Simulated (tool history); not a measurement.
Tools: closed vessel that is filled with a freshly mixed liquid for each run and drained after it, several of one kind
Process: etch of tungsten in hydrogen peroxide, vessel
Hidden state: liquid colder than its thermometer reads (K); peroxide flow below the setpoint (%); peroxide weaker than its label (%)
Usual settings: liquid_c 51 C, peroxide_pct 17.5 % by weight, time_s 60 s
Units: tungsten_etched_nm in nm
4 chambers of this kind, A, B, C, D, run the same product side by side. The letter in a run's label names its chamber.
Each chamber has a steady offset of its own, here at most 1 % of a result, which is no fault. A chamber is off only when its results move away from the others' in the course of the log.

run	hour	liquid_c	peroxide_pct	time_s	hours since the thermometer was replaced	hours since the peroxide flow meter was replaced	hours since the drum of peroxide was connected	read-back film thickness of the tungsten reference wafer, read on the same gauge (nm)	tungsten_etched_nm
1A	5.2	51	17.5	60	977.8	2113.2	739.9	150.04	82.320
2B	14.6	51	17.5	60	416.1	584.4	614.0	149.96	82.698
# hour 16.2: chamber D: new drum of peroxide connected
3D	24.7	51	17.5	60	130.3	367.6	8.5	149.99	82.623
# hour 26.7: chamber A: peroxide flow meter replaced
4C	32.8	51	17.5	60	1204.0	130.0	276.2	149.96	83.301
5A	40.9	51	17.5	60	1013.5	14.2	775.6	150.00	82.633
# hour 51.0: chamber A: new drum of peroxide connected
6D	51.1	51	17.5	60	156.7	394.0	34.9	150.03	83.346
7B	59.0	51	17.5	60	460.5	628.8	658.4	150.02	81.921
8C	65.9	51	17.5	60	1237.1	163.1	309.3	150.00	81.787
9B	76.2	51	17.5	60	477.7	646.0	675.6	150.05	82.019
10D	82.3	51	17.5	60	187.9	425.2	66.1	149.98	83.271
11A	87.3	51	17.5	60	1059.9	60.6	36.4	150.02	80.871
12C	96.0	51	17.5	60	1267.2	193.2	339.4	149.99	81.833
# hour 102.6: chamber C: thermometer replaced
13D	105.2	51	17.5	60	210.8	448.1	89.0	150.03	83.217
14B	111.3	51	17.5	60	512.8	681.1	710.7	150.00	81.392
15A	121.2	51	17.5	60	1093.8	94.5	70.3	149.99	83.448
16C	126.5	51	17.5	60	24.0	223.7	369.9	149.97	82.940
17A	132.9	58	17.5	60	1105.5	106.2	82.0	149.98	127.080
# hour 142.1: chamber D: peroxide flow meter replaced
18D	142.4	58	17.5	60	248.0	0.3	126.2	149.99	126.710
19C	153.1	58	17.5	60	50.6	250.3	396.5	150.01	122.730
20B	158.9	58	17.5	60	560.4	728.7	758.3	149.99	124.480
21D	167.0	51	17.5	60	272.6	24.9	150.8	150.01	82.689
22C	174.5	51	17.5	60	72.0	271.7	417.9	150.01	83.082
23B	182.5	51	17.5	60	584.0	752.3	781.9	149.99	81.808
24A	190.4	51	17.5	60	1163.0	163.7	139.5	149.97	82.828
25D	200.8	51	17.5	60	306.4	58.7	184.6	149.97	82.386
26B	210.0	51	17.5	60	611.5	779.8	809.4	149.99	81.597
27A	219.0	51	17.5	60	1191.6	192.3	168.1	150.02	82.027
28C	228.1	51	17.5	60	125.6	325.3	471.5	149.99	81.348
29B	237.2	51	17.5	60	638.7	807.0	836.6	150.01	83.417
30D	248.0	51	19.5	60	353.6	105.9	231.8	149.97	86.832
31C	255.4	51	19.5	60	152.9	352.6	498.8	149.99	85.937
32A	261.7	51	19.5	60	1234.3	235.0	210.8	150.00	86.469
33C	271.3	51	19.5	60	168.8	368.5	514.7	149.98	86.126
34B	278.4	51	13.5	90	679.9	848.2	877.8	149.99	107.060
35D	286.1	51	13.5	90	391.7	144.0	269.9	149.99	111.080
# hour 293.3: chamber A: thermometer replaced
36A	295.7	51	13.5	90	2.4	269.0	244.8	149.99	109.950
37A	301.7	51	13.5	90	8.4	275.0	250.8	149.96	110.140
38C	307.8	51	17.5	60	205.3	405.0	551.2	150.00	82.188
39B	317.4	51	17.5	60	718.9	887.2	916.8	149.98	81.199

All 4 chambers run these settings next. Forecast each chamber's results:
40A	325.5	51	17.5	60					?
40B	325.5	51	17.5	60					?
40C	325.5	51	17.5	60					?
40D	325.5	51	17.5	60					?

run	tungsten_etched_nm
40A	82.449
40B	81.703
40C	83.111
40D	83.449

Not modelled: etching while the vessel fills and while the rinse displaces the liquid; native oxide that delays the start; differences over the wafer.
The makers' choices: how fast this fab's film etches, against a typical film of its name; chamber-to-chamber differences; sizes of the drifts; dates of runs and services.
